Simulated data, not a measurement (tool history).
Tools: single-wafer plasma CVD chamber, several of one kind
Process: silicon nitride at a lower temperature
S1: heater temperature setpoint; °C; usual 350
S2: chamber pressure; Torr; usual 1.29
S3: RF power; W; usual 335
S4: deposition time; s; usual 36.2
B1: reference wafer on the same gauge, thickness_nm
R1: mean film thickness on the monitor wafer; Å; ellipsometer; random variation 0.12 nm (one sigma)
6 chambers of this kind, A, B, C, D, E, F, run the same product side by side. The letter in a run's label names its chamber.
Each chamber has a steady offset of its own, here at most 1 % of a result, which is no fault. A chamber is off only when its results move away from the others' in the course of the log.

run,hour,S1,S2,S3,S4,B1,R1
1F,9.2,350,1.29,335,36.2,47.287,427.04
2B,18.9,350,1.29,335,36.2,47.296,434.57
3A,28.6,350,1.29,335,36.2,47.284,427.65
4E,33.4,350,1.29,335,36.2,47.281,434.64
5D,40.6,350,1.29,335,36.2,47.32,429.72
6C,45.4,350,1.29,335,36.2,47.299,433.07
7E,50.4,350,1.29,335,36.2,47.302,432.94
# hour 55.9: chamber D: thermocouple changed; heater temperature recalibrated
8D,57.7,350,1.29,335,36.2,47.294,428.71
9F,67.9,350,1.29,335,36.2,47.315,429.33
10A,78.3,339,1.29,335,36.2,47.302,430.7
11C,87.8,339,1.29,335,36.2,47.295,433.78
12B,93.5,339,1.29,335,36.2,47.263,433.76
13A,98.6,339,1.29,335,36.2,47.319,428.69
14F,106.4,339,1.29,335,36.2,47.296,429.61
15B,115.9,339,1.29,335,36.2,47.3,434.9
16C,124.9,350,1.29,335,36.2,47.325,432.6
17D,133.9,350,1.29,335,36.2,47.317,427.73
18E,139.6,350,1.29,335,36.2,47.309,433.71
19A,148.6,350,1.29,335,36.2,47.317,429.04
20D,155.5,350,1.29,335,36.2,47.28,430.27
# hour 157.1: chamber B: capacitance manometer re-zeroed and calibrated
21F,163.9,350,1.08,335,30.4,47.298,342.9
22B,173.3,350,1.08,335,30.4,47.29,342.76
23E,180.9,350,1.08,335,30.4,47.288,343.46
24C,188.3,350,1.08,335,30.4,47.33,345.13
25B,193,350,1.08,335,30.4,47.311,344.42
26D,198.5,350,1.08,335,30.4,47.31,343.44
27C,204.9,350,1.29,335,36.2,47.325,430.55
28F,210,350,1.29,335,36.2,47.329,428.26
29A,214.7,350,1.29,335,36.2,47.287,429.17
30E,225.1,350,1.29,335,36.2,47.321,436.03
31C,235.4,350,1.29,335,36.2,47.346,433.29
# hour 236.4: chamber E: capacitance manometer re-zeroed and calibrated
32B,245.6,350,1.29,335,36.2,47.284,433.94
33F,251.2,350,1.29,335,36.2,47.29,427.26
34A,256.9,350,1.29,335,36.2,47.28,427.48
35D,265.4,350,1.29,335,36.2,47.305,429.37
# hour 268.7: chamber E: RF generator calibrated
36E,274,350,1.29,335,36.2,47.325,433.53
37F,280.2,350,1.29,335,36.2,47.311,427.76
38B,289.1,350,1.29,335,36.2,47.303,433.55
39D,294.4,350,1.29,335,36.2,47.318,428.86
# hour 299.6: chamber C: RF generator calibrated
40E,302.3,350,1.59,335,36.2,47.282,459.9
41A,309.1,350,1.59,335,36.2,47.272,455.58
42C,319.4,350,1.59,335,36.2,47.268,458.22

Is one chamber off against the others, does the gauge drift, or is nothing wrong? If a chamber is off, say which, and what the likeliest cause is.

No chamber stands off beyond its own small offset, and the gauge holds steady.

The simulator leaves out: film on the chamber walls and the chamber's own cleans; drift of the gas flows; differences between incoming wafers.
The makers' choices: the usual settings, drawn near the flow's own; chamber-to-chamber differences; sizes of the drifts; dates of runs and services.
